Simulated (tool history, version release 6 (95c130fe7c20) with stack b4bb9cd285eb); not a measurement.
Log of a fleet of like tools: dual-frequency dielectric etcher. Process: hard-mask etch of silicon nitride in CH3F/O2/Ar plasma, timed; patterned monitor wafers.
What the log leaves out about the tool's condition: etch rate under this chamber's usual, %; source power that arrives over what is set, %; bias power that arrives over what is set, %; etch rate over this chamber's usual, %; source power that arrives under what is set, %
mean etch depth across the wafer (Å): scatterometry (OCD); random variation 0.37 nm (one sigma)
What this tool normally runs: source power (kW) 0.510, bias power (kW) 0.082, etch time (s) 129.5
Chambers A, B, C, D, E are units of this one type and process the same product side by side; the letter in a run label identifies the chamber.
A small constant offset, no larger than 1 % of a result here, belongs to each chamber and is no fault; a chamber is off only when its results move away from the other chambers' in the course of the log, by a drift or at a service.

| run | hour | source power (kW) | bias power (kW) | etch time (s) | hours since the last wet clean | hours since the last source power generator calibration | hours since the last bias power generator calibration | read-back reference wafer on the same gauge, depth_nm | mean etch depth across the wafer (Å) |
|---|---|---|---|---|---|---|---|---|---|
| 1A | 9.3 | 0.510 | 0.082 | 129.5 | 157.1 | 1695.1 | 1581.1 | 124.09 | 1035.30 |
| 2D | 20.3 | 0.510 | 0.082 | 129.5 | 94.1 | 2630.7 | 1947.5 | 124.00 | 1044.20 |
| 3B | 35.9 | 0.510 | 0.082 | 129.5 | 154.1 | 729.7 | 1577.3 | 123.92 | 1045.30 |
| 4E | 50.6 | 0.510 | 0.082 | 129.5 | 386.0 | 277.6 | 1720.6 | 124.08 | 1041.80 |
| 5C | 64.1 | 0.510 | 0.082 | 129.5 | 318.2 | 1483.4 | 1850.4 | 124.03 | 1033.10 |
| 6D | 74.2 | 0.510 | 0.100 | 129.5 | 148.0 | 2684.6 | 2001.4 | 123.98 | 1124.80 |
| 7C | 82.5 | 0.510 | 0.100 | 129.5 | 336.6 | 1501.8 | 1868.8 | 123.94 | 1109.80 |
| 8A | 91.7 | 0.510 | 0.100 | 129.5 | 239.5 | 1777.5 | 1663.5 | 123.97 | 1106.80 |
| 9B | 105.9 | 0.510 | 0.100 | 129.5 | 224.1 | 799.7 | 1647.3 | 124.00 | 1122.20 |
| 10E | 116.9 | 0.510 | 0.100 | 129.5 | 452.3 | 343.9 | 1786.9 | 123.94 | 1113.20 |
| 11D | 127.9 | 0.510 | 0.082 | 129.5 | 201.7 | 2738.3 | 2055.1 | 124.03 | 1040.00 |
| 12E | 139.9 | 0.510 | 0.082 | 129.5 | 475.3 | 366.9 | 1809.9 | 123.94 | 1033.50 |
| 13B | 153.8 | 0.510 | 0.082 | 129.5 | 272.0 | 847.6 | 1695.2 | 123.92 | 1043.60 |
| 14A | 167.1 | 0.510 | 0.082 | 129.5 | 314.9 | 1852.9 | 1738.9 | 123.93 | 1037.10 |
| 15C | 177.0 | 0.510 | 0.082 | 129.5 | 431.1 | 1596.3 | 1963.3 | 124.05 | 1031.50 |
| 16D | 185.3 | 0.510 | 0.082 | 129.5 | 259.1 | 2795.7 | 2112.5 | 124.03 | 1038.60 |
| 17E | 196.3 | 0.510 | 0.082 | 129.5 | 531.7 | 423.3 | 1866.3 | 124.20 | 1032.70 |
| 18C | 203.1 | 0.510 | 0.082 | 129.5 | 457.2 | 1622.4 | 1989.4 | 124.06 | 1028.40 |
| 19B | 215.5 | 0.510 | 0.082 | 129.5 | 333.7 | 909.3 | 1756.9 | 124.08 | 1048.20 |
| 20A | 224.9 | 0.510 | 0.082 | 129.5 | 372.7 | 1910.7 | 1796.7 | 123.93 | 1037.40 |
| 21A | 235.7 | 0.510 | 0.082 | 129.5 | 383.5 | 1921.5 | 1807.5 | 124.07 | 1038.00 |
| 22D | 247.0 | 0.510 | 0.082 | 129.5 | 320.8 | 2857.4 | 2174.2 | 124.05 | 1040.00 |
| 23C | 262.0 | 0.510 | 0.082 | 129.5 | 516.1 | 1681.3 | 2048.3 | 124.04 | 1034.00 |
| 24E | 274.5 | 0.510 | 0.082 | 129.5 | 609.9 | 501.5 | 1944.5 | 124.01 | 1044.50 |
| 25B | 289.7 | 0.510 | 0.082 | 129.5 | 407.9 | 983.5 | 1831.1 | 123.94 | 1040.70 |
| 26D | 299.3 | 0.510 | 0.082 | 161.5 | 373.1 | 2909.7 | 2226.5 | 123.96 | 1300.50 |
|  | 300.6 | chamber A: bias power generator calibrated |
|  | 304.0 | chamber A: wet clean of the chamber |
| 27C | 306.3 | 0.510 | 0.082 | 161.5 | 560.4 | 1725.6 | 2092.6 | 123.96 | 1285.10 |
|  | 309.9 | chamber E: wet clean of the chamber |
| 28A | 319.0 | 0.510 | 0.082 | 161.5 | 15.1 | 2004.8 | 18.5 | 124.04 | 1248.20 |
|  | 328.4 | chamber C: wet clean of the chamber |
| 29B | 331.5 | 0.510 | 0.082 | 161.5 | 449.7 | 1025.3 | 1872.9 | 123.97 | 1291.60 |
|  | 342.8 | chamber B: wet clean of the chamber |
| 30E | 344.0 | 0.510 | 0.082 | 161.5 | 34.1 | 571.0 | 2014.0 | 124.04 | 1298.40 |
| 31D | 358.5 | 0.510 | 0.082 | 129.5 | 432.3 | 2968.9 | 2285.7 | 123.94 | 1041.50 |
| 32A | 371.2 | 0.510 | 0.082 | 129.5 | 67.3 | 2057.0 | 70.7 | 123.95 | 993.33 |
| 33E | 378.7 | 0.510 | 0.082 | 129.5 | 68.8 | 605.7 | 2048.7 | 123.99 | 1042.40 |
| 34B | 386.2 | 0.510 | 0.082 | 129.5 | 43.5 | 1080.0 | 1927.6 | 123.97 | 1047.10 |
| 35C | 399.3 | 0.510 | 0.082 | 129.5 | 70.9 | 1818.6 | 2185.6 | 124.05 | 1022.60 |
|  | 407.1 | chamber A: source power generator calibrated |
| 36C | 410.9 | 0.510 | 0.082 | 129.5 | 82.5 | 1830.2 | 2197.2 | 123.96 | 1029.40 |
| 37A | 422.7 | 0.510 | 0.082 | 129.5 | 118.8 | 15.6 | 122.2 | 123.92 | 999.61 |
| 38B | 432.3 | 0.510 | 0.082 | 143.5 | 89.6 | 1126.1 | 1973.7 | 123.94 | 1152.40 |
| 39D | 443.9 | 0.510 | 0.082 | 143.5 | 517.7 | 3054.3 | 2371.1 | 123.94 | 1161.30 |
| 40E | 455.8 | 0.510 | 0.082 | 143.5 | 145.9 | 682.8 | 2125.8 | 124.04 | 1156.70 |
| 41E | 465.2 | 0.510 | 0.082 | 143.5 | 155.3 | 692.2 | 2135.2 | 124.00 | 1155.80 |
| 42D | 480.4 | 0.510 | 0.082 | 143.5 | 554.2 | 3090.8 | 2407.6 | 124.01 | 1148.10 |
| 43B | 491.6 | 0.510 | 0.082 | 129.5 | 148.9 | 1185.4 | 2033.0 | 123.98 | 1049.10 |
| 44A | 501.0 | 0.510 | 0.082 | 129.5 | 197.1 | 93.9 | 200.5 | 123.89 | 997.45 |

Is one chamber off against the others, does the gauge drift, or is nothing wrong? If a chamber is off, say which, and what the likeliest cause is.

The work done on chamber A during a service left it standing apart from the others.
Most likely cause: etch rate under this chamber's usual, % = 3.48.

Which of the 4 candidates below, each the usual settings with something changed and its results left as question marks, puts chamber A back in line with what the other chambers give on the usual settings?
A result is in line if it is within this distance of the other chambers' mean on the usual settings: mean etch depth across the wafer (Å) 13.00
| 45A-1 | 512.1 | 0.510 | 0.099 | 129.5 |  |  |  |  | ? |
| 45A-2 | 512.1 | 0.510 | 0.082 | 134.0 |  |  |  |  | ? |
| 45A-3 | 512.1 | 0.510 | 0.081 | 121.0 |  |  |  |  | ? |
| 45A-4 | 512.1 | 0.510 | 0.073 | 129.5 |  |  |  |  | ? |

Average result of the remaining chambers running the usual settings: mean etch depth across the wafer (Å) 1039.00
| run | mean etch depth across the wafer (Å) |
|---|---|
| 45A-1 | 1070.90 |
| 45A-2 | 1036.70 |
| 45A-3 | 932.11 |
| 45A-4 | 962.72 |
45A-2 brings the chamber back in line.

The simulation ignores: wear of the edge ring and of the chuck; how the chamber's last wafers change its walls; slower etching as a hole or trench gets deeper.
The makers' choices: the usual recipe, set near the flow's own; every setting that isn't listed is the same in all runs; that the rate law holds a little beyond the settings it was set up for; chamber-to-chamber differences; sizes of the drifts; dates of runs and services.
